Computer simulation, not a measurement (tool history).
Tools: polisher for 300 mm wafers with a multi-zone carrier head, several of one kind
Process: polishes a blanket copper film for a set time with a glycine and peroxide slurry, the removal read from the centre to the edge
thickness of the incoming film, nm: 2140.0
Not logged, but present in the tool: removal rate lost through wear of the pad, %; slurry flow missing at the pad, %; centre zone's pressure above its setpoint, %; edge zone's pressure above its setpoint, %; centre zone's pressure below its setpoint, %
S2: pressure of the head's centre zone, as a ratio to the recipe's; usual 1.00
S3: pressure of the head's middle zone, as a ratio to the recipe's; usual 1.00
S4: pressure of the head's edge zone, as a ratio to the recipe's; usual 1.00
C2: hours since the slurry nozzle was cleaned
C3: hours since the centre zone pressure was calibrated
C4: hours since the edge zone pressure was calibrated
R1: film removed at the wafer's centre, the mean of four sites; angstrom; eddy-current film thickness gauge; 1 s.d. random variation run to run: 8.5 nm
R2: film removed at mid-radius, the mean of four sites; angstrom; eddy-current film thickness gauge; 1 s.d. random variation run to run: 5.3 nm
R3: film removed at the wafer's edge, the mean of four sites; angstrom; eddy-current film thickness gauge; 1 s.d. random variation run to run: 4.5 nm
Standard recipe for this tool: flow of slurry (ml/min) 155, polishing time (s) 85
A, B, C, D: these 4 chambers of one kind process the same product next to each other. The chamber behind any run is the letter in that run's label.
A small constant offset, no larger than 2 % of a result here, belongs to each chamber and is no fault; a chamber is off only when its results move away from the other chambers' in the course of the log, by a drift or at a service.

Run 1D, hour 6.7: usual settings; wafers polished on this pad 442; C2 235.9; C3 25.4; C4 602.7. Result: R1 5728.0 angstrom, R2 5800.1 angstrom, R3 5738.5 angstrom.
Run 2B, hour 13.9: usual settings; wafers polished on this pad 738; C2 388.8; C3 488.2; C4 730.2. Result: R1 5664.4 angstrom, R2 5688.1 angstrom, R3 5719.1 angstrom.
At hour 16.7: chamber C: edge zone pressure recalibrated.
Run 3C, hour 20.0: usual settings; wafers polished on this pad 642; C2 251.3; C3 1263.9; C4 3.4. Result: R1 5730.5 angstrom, R2 5812.7 angstrom, R3 5687.1 angstrom.
Run 4A, hour 23.8: usual settings; wafers polished on this pad 422; C2 284.6; C3 502.0; C4 73.3. Result: R1 5801.6 angstrom, R2 5790.2 angstrom, R3 5659.6 angstrom.
Run 5D, hour 30.4: usual settings; wafers polished on this pad 668; C2 259.6; C3 49.1; C4 626.4. Result: R1 5819.7 angstrom, R2 5830.1 angstrom, R3 5869.6 angstrom.
Run 6C, hour 38.5: usual settings; wafers polished on this pad 819; C2 269.8; C3 1282.4; C4 21.9. Result: R1 5690.8 angstrom, R2 5732.0 angstrom, R3 5646.2 angstrom.
Run 7B, hour 43.3: usual settings; wafers polished on this pad 1019; C2 418.2; C3 517.6; C4 759.6. Result: R1 5837.9 angstrom, R2 5687.8 angstrom, R3 5760.1 angstrom.
At hour 48.5: chamber D: worn pad replaced by a new one.
Run 8A, hour 48.5: usual settings; wafers polished on this pad 658; C2 309.3; C3 526.7; C4 98.0. Result: R1 5718.8 angstrom, R2 5727.9 angstrom, R3 5858.8 angstrom.
At hour 51.3: chamber C: worn pad replaced by a new one.
At hour 53.3: chamber C: centre zone pressure recalibrated.
Run 9D, hour 56.0: usual settings but S2 0.89, S3 0.89; wafers polished on this pad 72; C2 285.2; C3 74.7; C4 652.0. Result: R1 5122.2 angstrom, R2 5165.4 angstrom, R3 5778.8 angstrom.
Run 10B, hour 62.2: usual settings but S2 0.89, S3 0.89; wafers polished on this pad 1200; C2 437.1; C3 536.5; C4 778.5. Result: R1 5057.4 angstrom, R2 5102.1 angstrom, R3 5750.7 angstrom.
At hour 66.4: chamber B: worn pad replaced by a new one.
Run 11A, hour 67.9: usual settings but S2 0.89, S3 0.89; wafers polished on this pad 843; C2 328.7; C3 546.1; C4 117.4. Result: R1 5021.5 angstrom, R2 5149.0 angstrom, R3 5689.8 angstrom.
Run 12C, hour 76.5: usual settings but S2 0.89, S3 0.89; wafers polished on this pad 241; C2 307.8; C3 23.3; C4 59.9. Result: R1 5043.5 angstrom, R2 5174.9 angstrom, R3 5708.7 angstrom.
At hour 84.1: chamber B: slurry nozzle cleaned.
Run 13D, hour 85.1: usual settings but flow of slurry (ml/min) 110; wafers polished on this pad 350; C2 314.3; C3 103.8; C4 681.1. Result: R1 5400.1 angstrom, R2 5323.9 angstrom, R3 5511.2 angstrom.
At hour 89.2: chamber A: worn pad replaced by a new one.
Run 14C, hour 92.7: usual settings but flow of slurry (ml/min) 110; wafers polished on this pad 396; C2 324.0; C3 39.5; C4 76.1. Result: R1 5286.0 angstrom, R2 5384.8 angstrom, R3 5374.6 angstrom.
Run 15B, hour 100.3: usual settings but flow of slurry (ml/min) 110; wafers polished on this pad 324; C2 16.3; C3 574.6; C4 816.6. Result: R1 5359.6 angstrom, R2 5282.2 angstrom, R3 5528.1 angstrom.
Run 16A, hour 104.7: usual settings but flow of slurry (ml/min) 110; wafers polished on this pad 148; C2 365.5; C3 582.9; C4 154.2. Result: R1 5216.8 angstrom, R2 5301.0 angstrom, R3 5472.1 angstrom.
Run 17D, hour 109.8: usual settings but S3 1.08; wafers polished on this pad 586; C2 339.0; C3 128.5; C4 705.8. Result: R1 5802.6 angstrom, R2 6179.0 angstrom, R3 5802.9 angstrom.
Run 18C, hour 114.4: usual settings but S3 1.08; wafers polished on this pad 603; C2 345.7; C3 61.2; C4 97.8. Result: R1 5735.0 angstrom, R2 6237.4 angstrom, R3 5740.8 angstrom.
Run 19B, hour 121.1: usual settings but S3 1.08; wafers polished on this pad 523; C2 37.1; C3 595.4; C4 837.4. Result: R1 5639.9 angstrom, R2 6150.4 angstrom, R3 5682.8 angstrom.
Run 20A, hour 128.5: usual settings but S3 1.08; wafers polished on this pad 375; C2 389.3; C3 606.7; C4 178.0. Result: R1 5813.3 angstrom, R2 6244.8 angstrom, R3 5708.4 angstrom.
At hour 132.1: chamber D: worn pad replaced by a new one.
Run 21A, hour 133.9: usual settings; wafers polished on this pad 427; C2 394.7; C3 612.1; C4 183.4. Result: R1 5773.4 angstrom, R2 5711.1 angstrom, R3 5710.8 angstrom.
Run 22B, hour 138.1: usual settings; wafers polished on this pad 685; C2 54.1; C3 612.4; C4 854.4. Result: R1 5631.1 angstrom, R2 5712.2 angstrom, R3 5687.0 angstrom.
Run 23D, hour 144.6: usual settings; wafers polished on this pad 119; C2 373.8; C3 163.3; C4 740.6. Result: R1 5948.0 angstrom, R2 5699.8 angstrom, R3 5787.4 angstrom.
Run 24C, hour 151.4: usual settings; wafers polished on this pad 957; C2 382.7; C3 98.2; C4 134.8. Result: R1 5935.7 angstrom, R2 5846.4 angstrom, R3 5684.1 angstrom.
At hour 152.7: chamber C: worn pad replaced by a new one.
Run 25C, hour 156.6: usual settings; wafers polished on this pad 37; C2 387.9; C3 103.4; C4 140.0. Result: R1 5855.6 angstrom, R2 5699.4 angstrom, R3 5708.5 angstrom.
Run 26A, hour 163.3: usual settings but flow of slurry (ml/min) 115, S4 1.11; wafers polished on this pad 708; C2 424.1; C3 641.5; C4 212.8. Result: R1 5432.8 angstrom, R2 5375.7 angstrom, R3 5737.7 angstrom.
Run 27D, hour 169.4: usual settings but flow of slurry (ml/min) 115, S4 1.11; wafers polished on this pad 356; C2 398.6; C3 188.1; C4 765.4. Result: R1 5375.7 angstrom, R2 5426.8 angstrom, R3 5999.1 angstrom.
Run 28B, hour 173.6: usual settings but flow of slurry (ml/min) 115, S4 1.11; wafers polished on this pad 1024; C2 89.6; C3 647.9; C4 889.9. Result: R1 5376.3 angstrom, R2 5331.7 angstrom, R3 5808.7 angstrom.
Run 29C, hour 178.3: usual settings but flow of slurry (ml/min) 115, S4 1.11; wafers polished on this pad 244; C2 409.6; C3 125.1; C4 161.7. Result: R1 5323.1 angstrom, R2 5458.9 angstrom, R3 5783.0 angstrom.
Run 30A, hour 184.2: usual settings but S3 0.95; wafers polished on this pad 908; C2 445.0; C3 662.4; C4 233.7. Result: R1 5731.3 angstrom, R2 5418.2 angstrom, R3 5630.3 angstrom.
At hour 187.7: chamber B: worn pad replaced by a new one.
At hour 191.9: chamber B: edge zone pressure recalibrated.
At hour 192.0: chamber A: worn pad replaced by a new one.
Run 31B, hour 192.3: usual settings but S3 0.95; wafers polished on this pad 44; C2 108.3; C3 666.6; C4 0.5. Result: R1 5705.1 angstrom, R2 5517.9 angstrom, R3 5738.0 angstrom.
Run 32D, hour 201.0: usual settings but S3 0.95; wafers polished on this pad 658; C2 430.2; C3 219.7; C4 797.0. Result: R1 5753.2 angstrom, R2 5432.9 angstrom, R3 5812.8 angstrom.
Run 33D, hour 208.2: usual settings but S3 0.95; wafers polished on this pad 727; C2 437.4; C3 226.9; C4 804.2. Result: R1 5731.9 angstrom, R2 5516.3 angstrom, R3 5776.4 angstrom.
Run 34A, hour 213.8: usual settings; wafers polished on this pad 209; C2 474.6; C3 692.0; C4 263.3. Result: R1 5770.9 angstrom, R2 5739.4 angstrom, R3 5664.7 angstrom.

Predict what each chamber gives when all 4 of them run the settings below next.
Run 35A, hour 220.1: usual settings but polishing time (s) 111. Result: R1 ?, R2 ?, R3 ?.
Run 35B, hour 220.1: usual settings but polishing time (s) 111. Result: R1 ?, R2 ?, R3 ?.
Run 35C, hour 220.1: usual settings but polishing time (s) 111. Result: R1 ?, R2 ?, R3 ?.
Run 35D, hour 220.1: usual settings but polishing time (s) 111. Result: R1 ?, R2 ?, R3 ?.

run      R1      R2      R3
35A  7542.3  7515.9  7489.5
35B  7566.6  7551.3  7490.2
35C  7814.6  7767.3  7369.0
35D  7541.3  7517.7  7667.6
